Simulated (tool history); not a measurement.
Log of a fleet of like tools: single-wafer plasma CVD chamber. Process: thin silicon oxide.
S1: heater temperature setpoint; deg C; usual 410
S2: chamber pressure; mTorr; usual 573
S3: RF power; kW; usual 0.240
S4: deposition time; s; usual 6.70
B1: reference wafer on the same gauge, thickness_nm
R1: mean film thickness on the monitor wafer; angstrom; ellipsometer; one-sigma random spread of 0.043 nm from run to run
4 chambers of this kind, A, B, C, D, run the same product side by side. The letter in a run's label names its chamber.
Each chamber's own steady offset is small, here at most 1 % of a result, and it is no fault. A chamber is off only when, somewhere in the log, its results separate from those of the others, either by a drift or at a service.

Run 1D, day 0.508: usual settings; B1 7.6274. Result: R1 79.079 angstrom.
Run 2B, day 1.104: usual settings; B1 7.6321. Result: R1 78.117 angstrom.
Run 3A, day 1.558: usual settings; B1 7.6341. Result: R1 77.853 angstrom.
Run 4C, day 2.071: usual settings; B1 7.6272. Result: R1 79.214 angstrom.
Run 5B, day 2.358: usual settings; B1 7.6288. Result: R1 78.344 angstrom.
Run 6C, day 2.804: usual settings; B1 7.6151. Result: R1 78.112 angstrom.
Run 7A, day 3.342: usual settings; B1 7.6351. Result: R1 78.723 angstrom.
Run 8D, day 3.612: usual settings; B1 7.6332. Result: R1 78.925 angstrom.
Run 9C, day 4.033: usual settings; B1 7.6214. Result: R1 78.339 angstrom.
Run 10B, day 4.488: usual settings; B1 7.6298. Result: R1 78.525 angstrom.
Run 11A, day 4.804: usual settings but S2 653 mTorr, S4 8.00 s; B1 7.6266. Result: R1 108.130 angstrom.
Run 12D, day 5.150: usual settings but S2 653 mTorr, S4 8.00 s; B1 7.6201. Result: R1 108.530 angstrom.
At day 5.500: chamber B: capacitance manometer re-zeroed and calibrated.
Run 13A, day 5.658: usual settings but S2 653 mTorr, S4 8.00 s; B1 7.6443. Result: R1 107.910 angstrom.
At day 5.900: chamber B: RF generator calibrated.
Run 14C, day 5.983: usual settings but S2 653 mTorr, S4 8.00 s; B1 7.6337. Result: R1 107.410 angstrom.
Run 15D, day 6.446: usual settings; B1 7.6341. Result: R1 79.332 angstrom.
Run 16B, day 6.992: usual settings; B1 7.6269. Result: R1 75.296 angstrom.
Run 17A, day 7.525: usual settings; B1 7.6347. Result: R1 78.944 angstrom.
Run 18B, day 7.858: usual settings; B1 7.6326. Result: R1 74.641 angstrom.
Run 19C, day 8.129: usual settings; B1 7.6294. Result: R1 78.641 angstrom.
Run 20D, day 8.396: usual settings; B1 7.6297. Result: R1 79.578 angstrom.
Run 21C, day 8.679: usual settings but S2 525 mTorr, S4 7.95 s; B1 7.6238. Result: R1 84.095 angstrom.
Run 22A, day 9.038: usual settings but S2 525 mTorr, S4 7.95 s; B1 7.6264. Result: R1 84.279 angstrom.
Run 23D, day 9.333: usual settings but S2 525 mTorr, S4 7.95 s; B1 7.6302. Result: R1 84.555 angstrom.
Run 24B, day 9.621: usual settings but S2 525 mTorr, S4 7.95 s; B1 7.6258. Result: R1 80.355 angstrom.
Run 25A, day 10.054: usual settings; B1 7.6289. Result: R1 79.258 angstrom.
Run 26C, day 10.417: usual settings; B1 7.6255. Result: R1 78.838 angstrom.
Run 27B, day 10.967: usual settings; B1 7.6330. Result: R1 74.616 angstrom.
Run 28D, day 11.350: usual settings; B1 7.6312. Result: R1 79.483 angstrom.
Run 29C, day 11.762: usual settings but S2 506 mTorr, S4 5.39 s; B1 7.6340. Result: R1 54.747 angstrom.
Run 30B, day 12.029: usual settings but S2 506 mTorr, S4 5.39 s; B1 7.6335. Result: R1 52.546 angstrom.
Run 31A, day 12.512: usual settings but S2 506 mTorr, S4 5.39 s; B1 7.6305. Result: R1 54.741 angstrom.

Read the log: is a single chamber off, either drifting away or since a service, is the gauge that measures every chamber drifting, or is nothing wrong beyond small per-chamber offsets? Name any odd chamber and what most likely caused it.

A service on chamber B put it out of line with the rest.
Likeliest cause: true pressure below the setpoint (%) = 4.06.

Here are 4 candidates for chamber B's next run, each the usual settings with a change, their results left as question marks. Which one brings its results back in line with what the others give on the usual settings?
In line means no further than this from the other chambers' mean on the usual settings: R1 1.500 angstrom
Run 32B-1, day 12.942: usual settings but S4 7.04 s. Result: R1 ?.
Run 32B-2, day 12.942: usual settings but S2 568 mTorr, S4 6.67 s. Result: R1 ?.
Run 32B-3, day 12.942: usual settings but S3 0.250 kW. Result: R1 ?.
Run 32B-4, day 12.942: usual settings but S2 556 mTorr, S4 6.59 s. Result: R1 ?.

The other chambers' mean on the usual settings: R1 78.723 angstrom
  run      R1
32B-1  78.451
32B-2  73.611
32B-3  76.118
32B-4  71.012
The answer is 32B-1, which returns the chamber to within the allowed miss of the others.

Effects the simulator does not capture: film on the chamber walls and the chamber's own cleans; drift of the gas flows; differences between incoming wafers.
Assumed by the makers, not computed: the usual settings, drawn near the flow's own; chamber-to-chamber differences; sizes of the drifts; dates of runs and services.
